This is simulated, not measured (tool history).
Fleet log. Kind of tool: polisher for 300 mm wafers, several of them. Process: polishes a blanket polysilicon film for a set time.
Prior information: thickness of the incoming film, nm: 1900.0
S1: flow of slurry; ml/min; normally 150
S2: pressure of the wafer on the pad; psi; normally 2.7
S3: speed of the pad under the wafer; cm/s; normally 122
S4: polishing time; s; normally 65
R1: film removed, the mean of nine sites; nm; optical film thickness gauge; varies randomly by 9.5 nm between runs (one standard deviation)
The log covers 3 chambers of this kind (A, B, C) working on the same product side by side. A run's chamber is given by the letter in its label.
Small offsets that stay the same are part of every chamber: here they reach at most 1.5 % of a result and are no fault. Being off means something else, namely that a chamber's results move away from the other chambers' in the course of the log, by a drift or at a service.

run	hour	S1	S2	S3	S4	R1
# hour 5.2: chamber B: worn pad replaced by a new one
1C	6.1	150	2.7	122	65	670.91
2B	11.6	150	2.7	122	65	672.28
# hour 15.4: chamber A: slurry nozzle cleaned
3A	17.2	150	2.7	122	65	689.78
4C	22.1	150	2.7	122	65	673.40
# hour 25.2: chamber A: worn pad replaced by a new one
5B	25.5	150	2.7	122	65	678.17
6A	32.0	150	2.7	122	65	680.65
7B	35.2	150	2.7	122	65	679.76
8C	41.2	150	2.7	122	65	689.42
# hour 43.8: chamber C: worn pad replaced by a new one
9A	46.7	150	2.7	122	65	683.54
10B	53.8	150	2.7	122	65	697.74
11C	57.8	150	3.5	122	65	876.93
12A	62.0	150	3.5	122	65	904.44
13C	67.1	150	3.5	122	65	894.56
# hour 71.3: chamber C: head pressure recalibrated
14A	72.7	150	2.7	122	65	698.34
# hour 77.3: chamber B: head pressure recalibrated
15B	78.9	150	2.7	122	65	633.78
16A	82.5	150	2.7	122	65	676.91
17B	89.1	150	2.7	122	65	625.39
# hour 94.8: chamber B: slurry nozzle cleaned
18C	95.8	150	2.7	122	65	684.77
# hour 98.6: chamber C: worn pad replaced by a new one
# hour 98.7: chamber C: slurry nozzle cleaned
19A	99.0	150	2.7	122	65	664.26
# hour 100.3: chamber A: worn pad replaced by a new one
20B	103.9	150	2.7	122	65	621.43
# hour 105.6: chamber B: worn pad replaced by a new one
21C	107.7	150	2.7	86	65	481.87
22A	111.9	150	2.7	86	65	487.84
23B	117.6	150	2.7	86	65	450.14
24C	121.4	150	2.7	122	65	675.00
25A	126.2	150	3.4	122	72	968.22
26C	130.2	150	3.4	122	72	916.15
27B	136.2	150	3.4	122	72	912.15
28C	140.1	150	2.7	122	65	690.30
29A	144.3	150	2.7	122	65	689.20
30B	151.0	150	1.8	122	87	568.42
# hour 155.7: chamber C: worn pad replaced by a new one
31C	156.7	150	1.8	122	87	593.04
32B	162.8	150	1.8	122	87	554.08
33A	167.4	150	2.7	122	65	683.49
34B	171.2	150	2.7	122	65	633.95
# hour 177.1: chamber A: worn pad replaced by a new one
35C	177.3	150	2.7	122	65	685.92
36A	181.2	150	2.7	122	65	673.28
37B	186.0	150	3.0	162	65	924.49

Next, all 3 chambers run the settings below, one line each with question marks for the results. What does each chamber give?
38A	191.1	150	2.7	122	65	?
38B	191.1	150	2.7	122	65	?
38C	191.1	150	2.7	122	65	?

run	R1
38A	704.13
38B	632.89
38C	700.81

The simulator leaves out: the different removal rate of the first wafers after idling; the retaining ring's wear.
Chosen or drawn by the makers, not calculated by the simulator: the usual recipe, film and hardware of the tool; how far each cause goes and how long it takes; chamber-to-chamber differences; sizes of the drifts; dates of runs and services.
